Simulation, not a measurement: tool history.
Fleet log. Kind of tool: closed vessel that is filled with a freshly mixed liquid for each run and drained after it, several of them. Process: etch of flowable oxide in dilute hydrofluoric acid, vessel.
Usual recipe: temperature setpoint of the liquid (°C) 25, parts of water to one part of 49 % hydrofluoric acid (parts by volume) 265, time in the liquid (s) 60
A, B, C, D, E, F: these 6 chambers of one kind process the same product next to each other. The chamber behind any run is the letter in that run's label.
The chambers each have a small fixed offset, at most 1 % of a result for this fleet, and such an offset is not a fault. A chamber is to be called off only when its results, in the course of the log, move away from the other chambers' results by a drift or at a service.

run   hour  temperature setpoint of the liquid (°C)  parts of water to one part of 49 % hydrofluoric acid (parts by volume)  time in the liquid (s)  hours since the thermometer was replaced  hours since the hydrofluoric acid flow meter was replaced  read-back film thickness of the flowable oxide reference wafer, read on the same gauge (nm)  thickness taken off the flowable oxide on a monitor wafer (Å)
 1A      4                                       25                                                                     265                      60                                     171.5                                                       71.8                                                                                       70.013                                                         93.483
 2B    7.3                                       25                                                                     265                      60                                    1085.5                                                      362.3                                                                                        69.99                                                         92.769
 3D   12.4                                       25                                                                     265                      60                                    1103.1                                                     1296.9                                                                                        70.01                                                         93.749
 4E   16.2                                       25                                                                     265                      60                                      2087                                                       26.8                                                                                       70.008                                                         93.149
 5F   19.5                                       25                                                                     265                      60                                     530.3                                                     1761.5                                                                                       70.004                                                          90.98
 6C   24.5                                       25                                                                     265                      60                                       469                                                      753.4                                                                                        70.01                                                          93.77
 7E   30.4                                       25                                                                     265                      60                                    2101.2                                                         41                                                                                       69.997                                                         93.949
 8B   35.8                                       25                                                                     265                      60                                      1114                                                      390.8                                                                                        70.01                                                          93.65
 9F     40                                       25                                                                     265                      60                                     550.8                                                       1782                                                                                        69.99                                                         93.883
10C   44.6                                       25                                                                     265                      60                                     489.1                                                      773.5                                                                                       69.997                                                         95.374
11D   48.7                                       25                                                                     265                      60                                    1139.4                                                     1333.2                                                                                       70.001                                                         93.372
12A   52.4                                       25                                                                     265                      60                                     219.9                                                      120.2                                                                                       69.967                                                         94.052
13D   57.3                                       25                                                                     265                      60                                      1148                                                     1341.8                                                                                       69.988                                                         96.739
14A   62.5                                       25                                                                     365                      60                                       230                                                      130.3                                                                                       70.012                                                         61.592
15C   68.3                                       25                                                                     365                      60                                     512.8                                                      797.2                                                                                       70.015                                                         62.197
16E   71.6                                       25                                                                     365                      60                                    2142.4                                                       82.2                                                                                       70.028                                                         61.915
17B   76.2                                       25                                                                     365                      60                                    1154.4                                                      431.2                                                                                       70.006                                                         61.186
18F   80.2                                       25                                                                     365                      60                                       591                                                     1822.2                                                                                       70.009                                                         60.481
19F   83.5                                       25                                                                     365                      60                                     594.3                                                     1825.5                                                                                       69.989                                                         60.599
20D   88.4                                       25                                                                     265                      60                                    1179.1                                                     1372.9                                                                                       70.007                                                         96.945
21E   92.6                                       25                                                                     265                      60                                    2163.4                                                      103.2                                                                                       70.002                                                         94.426
22B   97.8                                       25                                                                     265                      60                                      1176                                                      452.8                                                                                        70.01                                                         92.764
23A  101.6                                       25                                                                     265                      60                                     269.1                                                      169.4                                                                                       69.988                                                         93.323
24C  107.2                                       25                                                                     265                      60                                     551.7                                                      836.1                                                                                       70.003                                                         93.743
25C  110.4                                       25                                                                     265                      60                                     554.9                                                      839.3                                                                                        70.04                                                         94.275
26B  115.2                                       25                                                                     265                      60                                    1193.4                                                      470.2                                                                                       70.013                                                         93.263
27A    119                                       25                                                                     265                      60                                     286.5                                                      186.8                                                                                       69.985                                                          92.48
     120.7  -- chamber E: thermometer replaced
28F  123.3                                       25                                                                     160                      40                                     634.1                                                     1865.3                                                                                           70                                                         117.12
29D  128.2                                       25                                                                     160                      40                                    1218.9                                                     1412.7                                                                                       69.966                                                         126.11
30E  130.8                                       25                                                                     160                      40                                      10.1                                                      141.4                                                                                       69.975                                                         114.77
31B  134.8                                       25                                                                     160                      40                                      1213                                                      489.8                                                                                       70.003                                                         116.46
32E  140.8                                       25                                                                     160                      40                                      20.1                                                      151.4                                                                                       69.996                                                         115.52
     144.7  -- chamber F: hydrofluoric acid flow meter replaced
33D    146                                       25                                                                     160                      40                                    1236.7                                                     1430.5                                                                                       70.012                                                         127.72
34C  150.1                                       25                                                                     265                      60                                     594.6                                                        879                                                                                        69.98                                                         95.067
35A  155.7                                       25                                                                     265                      60                                     323.2                                                      223.5                                                                                        70.01                                                         92.677
36F  158.6                                       25                                                                     265                      60                                     669.4                                                       13.9                                                                                       70.005                                                         91.393
37D  163.2                                       25                                                                     265                      60                                    1253.9                                                     1447.7                                                                                       69.974                                                         101.99
38F  168.6                                       25                                                                     265                      60                                     679.4                                                       23.9                                                                                       70.015                                                         91.913
39E  172.4                                       25                                                                     265                      60                                      51.7                                                        183                                                                                       69.998                                                         93.604
40C  175.2                                       25                                                                     265                      60                                     619.7                                                      904.1                                                                                       69.956                                                         93.605
41B  177.8                                       25                                                                     265                      80                                      1256                                                      532.8                                                                                       69.981                                                         123.03
42A  183.6                                       25                                                                     265                      80                                     351.1                                                      251.4                                                                                       70.015                                                         124.33

Predict what each chamber gives when all 6 of them run the settings below next.
43A  187.9                                       25                                                                     265                      80                                                                                                                                                                                                                                                                ?
43B  187.9                                       25                                                                     265                      80                                                                                                                                                                                                                                                                ?
43C  187.9                                       25                                                                     265                      80                                                                                                                                                                                                                                                                ?
43D  187.9                                       25                                                                     265                      80                                                                                                                                                                                                                                                                ?
43E  187.9                                       25                                                                     265                      80                                                                                                                                                                                                                                                                ?
43F  187.9                                       25                                                                     265                      80                                                                                                                                                                                                                                                                ?

run  thickness taken off the flowable oxide on a monitor wafer (Å)
43A                                                         125.57
43B                                                         123.94
43C                                                         124.97
43D                                                         137.87
43E                                                         125.06
43F                                                         126.01
